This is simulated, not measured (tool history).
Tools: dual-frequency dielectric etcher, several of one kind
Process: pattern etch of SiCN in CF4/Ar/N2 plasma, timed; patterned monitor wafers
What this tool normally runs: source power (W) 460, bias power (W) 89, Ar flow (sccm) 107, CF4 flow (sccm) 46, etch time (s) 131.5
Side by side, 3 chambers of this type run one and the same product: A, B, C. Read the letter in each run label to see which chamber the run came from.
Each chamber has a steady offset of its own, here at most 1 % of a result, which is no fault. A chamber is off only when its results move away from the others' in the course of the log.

run	hour	source power (W)	bias power (W)	Ar flow (sccm)	CF4 flow (sccm)	etch time (s)	hours since the last wet clean	hours since the last source power generator calibration	hours since the last bias power generator calibration	hours since the last Ar flow controller change	hours since the last CF4 flow controller change	read-back reference wafer on the same gauge, depth_nm	mean etch depth across the wafer (angstrom)
1C	12.1	460	89	107	46	131.5	430.5	1735.7	1564.2	1573.7	415	114.98	1154.1
2A	22.1	460	89	107	46	131.5	181.4	783.1	3663.1	1562.8	3123.1	115.04	1163.8
3B	36.2	460	89	107	46	131.5	104.1	197.1	2348.9	3597.4	152.7	115.1	1162.9
4A	47	460	89	107	46	131.5	206.3	808	3688	1587.7	3148	115.11	1170.4
5C	54.8	460	89	107	46	131.5	473.2	1778.4	1606.9	1616.4	457.7	115.1	1154.8
6B	68.3	460	89	107	46	131.5	136.2	229.2	2381	3629.5	184.8	115.2	1159.7
# hour 75.3: chamber A: Ar flow controller replaced
7A	77.1	460	89	107	46	131.5	236.4	838.1	3718.1	1.8	3178.1	115.18	1165.8
8C	92.7	460	89	107	46	131.5	511.1	1816.3	1644.8	1654.3	495.6	115.15	1153
9B	106.4	460	89	107	46	131.5	174.3	267.3	2419.1	3667.6	222.9	115.17	1165.7
# hour 115.4: chamber C: wet clean of the chamber
10A	119.3	460	89	107	46	131.5	278.6	880.3	3760.3	44	3220.3	115.24	1165.1
11C	127.7	520	89	107	46	131.5	12.3	1851.3	1679.8	1689.3	530.6	115.26	1287.5
12B	143.3	520	89	107	46	131.5	211.2	304.2	2456	3704.5	259.8	115.3	1290
13A	156.9	520	89	107	46	131.5	316.2	917.9	3797.9	81.6	3257.9	115.33	1302.8
14C	171.9	460	89	107	46	131.5	56.5	1895.5	1724	1733.5	574.8	115.38	1158.9
15B	181	460	89	107	46	131.5	248.9	341.9	2493.7	3742.2	297.5	115.42	1165
16A	197.1	460	89	107	46	131.5	356.4	958.1	3838.1	121.8	3298.1	115.41	1172.6
# hour 200.9: chamber C: source power generator calibrated
17B	209.1	460	89	107	46	131.5	277	370	2521.8	3770.3	325.6	115.42	1164.2
18C	219.4	460	89	107	46	131.5	104	18.6	1771.5	1781	622.3	115.51	1156.3
19A	232.9	460	89	107	46	131.5	392.2	993.9	3873.9	157.6	3333.9	115.45	1164
20C	240.3	460	89	122	46	131.5	124.9	39.5	1792.4	1801.9	643.2	115.48	1136.3
21B	253.1	460	89	122	46	131.5	321	414	2565.8	3814.3	369.6	115.5	1139.8
22A	262.1	460	89	122	46	131.5	421.4	1023.1	3903.1	186.8	3363.1	115.51	1148.3
23B	276.5	460	89	107	46	131.5	344.4	437.4	2589.2	3837.7	393	115.57	1163.7
24C	284.5	460	74	107	46	131.5	169.1	83.7	1836.6	1846.1	687.4	115.61	1080.2
25C	293.9	460	74	107	46	131.5	178.5	93.1	1846	1855.5	696.8	115.59	1084.4
26B	304.8	460	74	107	46	131.5	372.7	465.7	2617.5	3866	421.3	115.56	1086.8
27A	312.2	460	89	107	46	131.5	471.5	1073.2	3953.2	236.9	3413.2	115.59	1171.4
28A	322.7	460	89	107	46	131.5	482	1083.7	3963.7	247.4	3423.7	115.58	1169
# hour 322.8: chamber B: wet clean of the chamber
# hour 330.1: chamber A: wet clean of the chamber
29B	337.5	460	89	107	46	131.5	14.8	498.4	2650.2	3898.7	454	115.66	1165.2
30C	350.7	460	89	107	46	131.5	235.3	149.9	1902.8	1912.3	753.6	115.71	1160.8
31C	366.8	460	89	107	46	131.5	251.4	166	1918.9	1928.4	769.7	115.76	1159.9
32A	381	460	89	107	46	131.5	50.9	1142	4022	305.7	3482	115.79	1171.4

Has any chamber moved away from the others, gradually or after a service, or does the common gauge drift, or do the chambers differ only by their own small steady offsets? State the chamber and the most likely cause if one applies.

It is the gauge, not a chamber: its drift shows up in every chamber's results at once, and no chamber is off.
What lies behind it: gauge reads high (%) = 0.687.

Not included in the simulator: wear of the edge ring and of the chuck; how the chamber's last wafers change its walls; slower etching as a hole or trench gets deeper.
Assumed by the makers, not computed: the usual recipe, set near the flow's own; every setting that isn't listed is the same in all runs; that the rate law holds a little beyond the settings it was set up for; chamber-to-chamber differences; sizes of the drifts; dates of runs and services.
